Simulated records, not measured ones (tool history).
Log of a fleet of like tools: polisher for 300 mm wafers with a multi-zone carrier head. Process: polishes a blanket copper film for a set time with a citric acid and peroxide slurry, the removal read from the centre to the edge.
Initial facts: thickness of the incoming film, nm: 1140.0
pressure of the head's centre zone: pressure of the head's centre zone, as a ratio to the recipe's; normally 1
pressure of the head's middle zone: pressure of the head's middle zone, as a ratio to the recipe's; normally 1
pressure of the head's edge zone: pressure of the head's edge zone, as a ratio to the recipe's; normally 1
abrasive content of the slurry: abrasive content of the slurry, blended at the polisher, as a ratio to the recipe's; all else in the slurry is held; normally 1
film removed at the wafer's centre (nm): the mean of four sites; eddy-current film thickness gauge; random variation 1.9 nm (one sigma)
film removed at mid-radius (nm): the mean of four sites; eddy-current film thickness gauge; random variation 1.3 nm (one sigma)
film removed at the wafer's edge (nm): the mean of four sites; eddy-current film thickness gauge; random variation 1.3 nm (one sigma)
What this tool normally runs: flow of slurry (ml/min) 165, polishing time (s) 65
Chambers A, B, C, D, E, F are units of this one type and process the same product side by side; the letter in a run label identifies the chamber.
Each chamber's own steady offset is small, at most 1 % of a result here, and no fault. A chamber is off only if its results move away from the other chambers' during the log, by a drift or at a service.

run   hour  flow of slurry (ml/min)  pressure of the head's centre zone  pressure of the head's middle zone  pressure of the head's edge zone  abrasive content of the slurry  polishing time (s)  wafers polished on this pad  hours since the slurry nozzle was cleaned  hours since the centre zone pressure was calibrated  hours since the edge zone pressure was calibrated  film removed at the wafer's centre (nm)  film removed at mid-radius (nm)  film removed at the wafer's edge (nm)
 1A    2.4                      165                                   1                                   1                                 1                               1                  65                          804                                      233.7                                                616.1                                               32.9                                   126.77                           128.52                                 130.13
 2E    4.5                      165                                   1                                   1                                 1                               1                  65                          276                                      501.7                                                 61.6                                              453.9                                   131.23                           130.83                                 130.54
 3D    8.6                      165                                   1                                   1                                 1                               1                  65                          551                                      339.9                                                147.7                                              819.8                                   130.39                           133.02                                 132.07
 4C   11.1                      165                                   1                                   1                                 1                               1                  65                          385                                      181.7                                                240.2                                              297.7                                   131.73                            132.1                                 133.38
 5B     14                      165                                   1                                   1                                 1                               1                  65                         1429                                       36.2                                                458.1                                              329.9                                   132.47                           133.41                                 130.65
 6F   16.1                      165                                   1                                   1                                 1                               1                  65                          597                                      228.8                                                306.6                                             1380.9                                   131.43                           129.95                                 130.14
 7A   18.4                      165                                   1                                   1                                 1                               1                  65                          947                                      249.7                                                632.1                                               48.9                                   131.19                           129.49                                 129.31
 8E   21.9                      165                                   1                                   1                                 1                            0.85                  75                          432                                      519.1                                                   79                                              471.3                                   146.99                           145.51                                 147.86
 9D   25.4                      165                                   1                                   1                                 1                            0.85                  75                          702                                      356.7                                                164.5                                              836.6                                   142.57                           143.78                                 144.09
10B   28.9                      165                                   1                                   1                                 1                            0.85                  75                         1563                                       51.1                                                  473                                              344.8                                   143.43                           147.19                                 145.95
11F   32.6                      165                                   1                                   1                                 1                            0.85                  75                          745                                      245.3                                                323.1                                             1397.4                                   147.93                           146.92                                 146.92
12C   34.5                      165                                   1                                   1                                 1                            0.85                  75                          595                                      205.1                                                263.6                                              321.1                                   150.93                            146.8                                 147.12
13E     38                      165                                   1                                   1                                 1                            0.85                  75                          576                                      535.2                                                 95.1                                              487.4                                    149.3                           145.92                                 147.61
14B     40                      165                                   1                                   1                                 1                               1                  65                         1662                                       62.2                                                484.1                                              355.9                                    132.1                           128.87                                 129.52
      41.7  -- chamber B: worn pad replaced by a new one
      42.1  -- chamber A: centre zone pressure recalibrated
15F   42.1                      165                                   1                                   1                                 1                               1                  65                          830                                      254.8                                                332.6                                             1406.9                                   131.14                            132.7                                 129.48
16D     44                      165                                   1                                   1                                 1                               1                  65                          868                                      375.3                                                183.1                                              855.2                                   126.44                           129.67                                 130.53
      45.5  -- chamber A: worn pad replaced by a new one
17A   46.2                      165                                   1                                   1                                 1                               1                  65                            7                                      277.5                                                  4.2                                               76.7                                   128.78                           133.11                                  128.9
      46.9  -- chamber C: worn pad replaced by a new one
18C   50.3                      165                                   1                                   1                                 1                               1                  65                           30                                      220.9                                                279.4                                              336.9                                   130.95                           132.43                                 133.13
19A   54.1                      165                                   1                                   1                                 1                             0.9                  65                           77                                      285.4                                                 12.1                                               84.6                                      128                           128.95                                 127.26
20F   57.9                      165                                   1                                   1                                 1                             0.9                  65                          972                                      270.6                                                348.4                                             1422.7                                   130.79                            128.4                                 126.39
      60.2  -- chamber D: worn pad replaced by a new one
21D   60.3                      165                                   1                                   1                                 1                             0.9                  65                            1                                      391.6                                                199.4                                              871.5                                   126.96                           128.39                                 127.61
22B   63.8                      165                                   1                                   1                                 1                             0.9                  65                          198                                         86                                                507.9                                              379.7                                   126.27                           126.82                                 128.96
23C   67.3                      165                                   1                                   1                                 1                             0.9                  65                          182                                      237.9                                                296.4                                              353.9                                   128.01                           128.47                                 130.16
24E   70.9                      165                                   1                                   1                                 1                             0.9                  65                          871                                      568.1                                                  128                                              520.3                                   123.27                           125.84                                 130.22
25F   74.9                      165                                   1                                   1                                 1                               1                  65                         1124                                      287.6                                                365.4                                             1439.7                                   129.59                           131.89                                 130.66
26E   77.4                      165                                   1                                   1                                 1                               1                  65                          929                                      574.6                                                134.5                                              526.8                                   129.45                           129.73                                  132.2
27A   79.4                      165                                   1                                   1                                 1                               1                  65                          304                                      310.7                                                 37.4                                              109.9                                   128.26                            131.5                                 131.44
28D   83.8                      165                                   1                                   1                                 1                               1                  65                          211                                      415.1                                                222.9                                                895                                   134.61                           133.21                                 130.49
29C   87.6                      165                                   1                                   1                                 1                               1                  65                          364                                      258.2                                                316.7                                              374.2                                   133.45                           132.07                                 130.46
30B   89.7                      165                                   1                                   1                                 1                               1                  65                          430                                      111.9                                                533.8                                              405.6                                   131.63                           131.97                                 131.06
31F   92.4                      165                                   1                                   1                                 1                               1                  65                         1281                                      305.1                                                382.9                                             1457.2                                    130.4                           133.02                                 130.61
32A   95.4                      165                                   1                                   1                                 1                               1                  65                          447                                      326.7                                                 53.4                                              125.9                                   127.19                           134.17                                 130.56
33D     98                      165                                   1                                   1                                 1                               1                  65                          339                                      429.3                                                237.1                                              909.2                                   127.67                           130.23                                 131.62
      99.1  -- chamber F: worn pad replaced by a new one
34C    102                      165                                1.11                                   1                                 1                               1                  65                          493                                      272.6                                                331.1                                              388.6                                   150.76                           128.78                                 132.04
35E  104.2                      165                                1.11                                   1                                 1                               1                  65                         1169                                      601.4                                                161.3                                              553.6                                   148.86                           129.81                                 130.66
36B  106.5                      165                                1.11                                   1                                 1                               1                  65                          580                                      128.7                                                550.6                                              422.4                                   149.86                            130.3                                 130.84
37B  109.9                      165                                1.11                                   1                                 1                               1                  65                          611                                      132.1                                                  554                                              425.8                                   148.65                              132                                 129.42
38F  114.1                      165                                1.11                                   1                                 1                               1                  65                          134                                      326.8                                                404.6                                             1478.9                                   144.41                           131.85                                 130.78
39A  116.6                      165                                1.11                                   1                                 1                               1                  65                          637                                      347.9                                                 74.6                                              147.1                                   145.41                           129.37                                 129.81
40D  118.6                      165                                   1                                   1                                 1                               1                  65                          523                                      449.9                                                257.7                                              929.8                                   130.33                            130.1                                 130.09

Is one chamber out of step, is the gauge drifting, or do the chambers differ by no more than their own small offsets? For an off chamber, give its letter and the likeliest cause.

All chambers stay in line apart from their small fixed offsets, and the gauge does not drift.
